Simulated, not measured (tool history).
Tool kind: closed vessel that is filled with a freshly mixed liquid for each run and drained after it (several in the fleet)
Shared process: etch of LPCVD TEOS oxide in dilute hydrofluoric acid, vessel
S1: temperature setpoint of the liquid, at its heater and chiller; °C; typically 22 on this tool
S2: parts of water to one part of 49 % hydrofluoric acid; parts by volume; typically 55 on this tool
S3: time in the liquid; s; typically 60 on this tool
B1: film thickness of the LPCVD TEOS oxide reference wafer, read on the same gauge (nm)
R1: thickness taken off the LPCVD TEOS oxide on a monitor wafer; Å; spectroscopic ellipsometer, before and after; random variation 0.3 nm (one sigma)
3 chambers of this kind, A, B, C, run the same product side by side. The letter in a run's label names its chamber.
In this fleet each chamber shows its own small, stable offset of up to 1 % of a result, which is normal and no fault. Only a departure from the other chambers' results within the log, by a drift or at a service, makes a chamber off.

run 1A day=0.162 | S1=22 S2=55 S3=60 | B1=30.001 | R1=597.23
run 2C day=0.317 | S1=22 S2=55 S3=60 | B1=30.009 | R1=600.37
run 3B day=0.425 | S1=22 S2=55 S3=60 | B1=30.011 | R1=596.36
run 4B day=0.583 | S1=22 S2=55 S3=60 | B1=30.004 | R1=595.52
run 5C day=0.725 | S1=22 S2=55 S3=60 | B1=29.981 | R1=595.77
run 6A day=0.904 | S1=22 S2=55 S3=60 | B1=29.969 | R1=597.22
run 7C day=0.996 | S1=22 S2=55 S3=60 | B1=30.015 | R1=592.4
run 8A day=1.154 | S1=22 S2=55 S3=60 | B1=30.019 | R1=595.18
run 9B day=1.254 | S1=24 S2=55 S3=60 | B1=29.997 | R1=647.71
-- day=1.367 chamber A: thermometer replaced
run 10C day=1.429 | S1=24 S2=55 S3=60 | B1=29.989 | R1=654.42
run 11B day=1.583 | S1=24 S2=55 S3=60 | B1=30.028 | R1=645.65
run 12A day=1.746 | S1=22 S2=55 S3=60 | B1=30.062 | R1=593.64
run 13A day=1.9 | S1=22 S2=55 S3=60 | B1=30.024 | R1=592.43
run 14B day=2 | S1=22 S2=55 S3=60 | B1=29.977 | R1=597.61
run 15C day=2.112 | S1=22 S2=55 S3=60 | B1=29.994 | R1=613.9
run 16B day=2.246 | S1=22 S2=35 S3=35 | B1=30.006 | R1=566.12
run 17C day=2.329 | S1=22 S2=35 S3=35 | B1=30.02 | R1=572.1
run 18A day=2.488 | S1=22 S2=35 S3=35 | B1=29.965 | R1=560.94
run 19A day=2.621 | S1=22 S2=55 S3=60 | B1=29.991 | R1=595.78
run 20B day=2.812 | S1=22 S2=55 S3=60 | B1=30.015 | R1=600.42

All 3 chambers run these settings next. Forecast each chamber's results:
run 21A day=2.946 | S1=22 S2=55 S3=45 | R1=?
run 21B day=2.946 | S1=22 S2=55 S3=45 | R1=?
run 21C day=2.946 | S1=22 S2=55 S3=45 | R1=?

run=21A R1=447.68
run=21B R1=447.72
run=21C R1=465.56

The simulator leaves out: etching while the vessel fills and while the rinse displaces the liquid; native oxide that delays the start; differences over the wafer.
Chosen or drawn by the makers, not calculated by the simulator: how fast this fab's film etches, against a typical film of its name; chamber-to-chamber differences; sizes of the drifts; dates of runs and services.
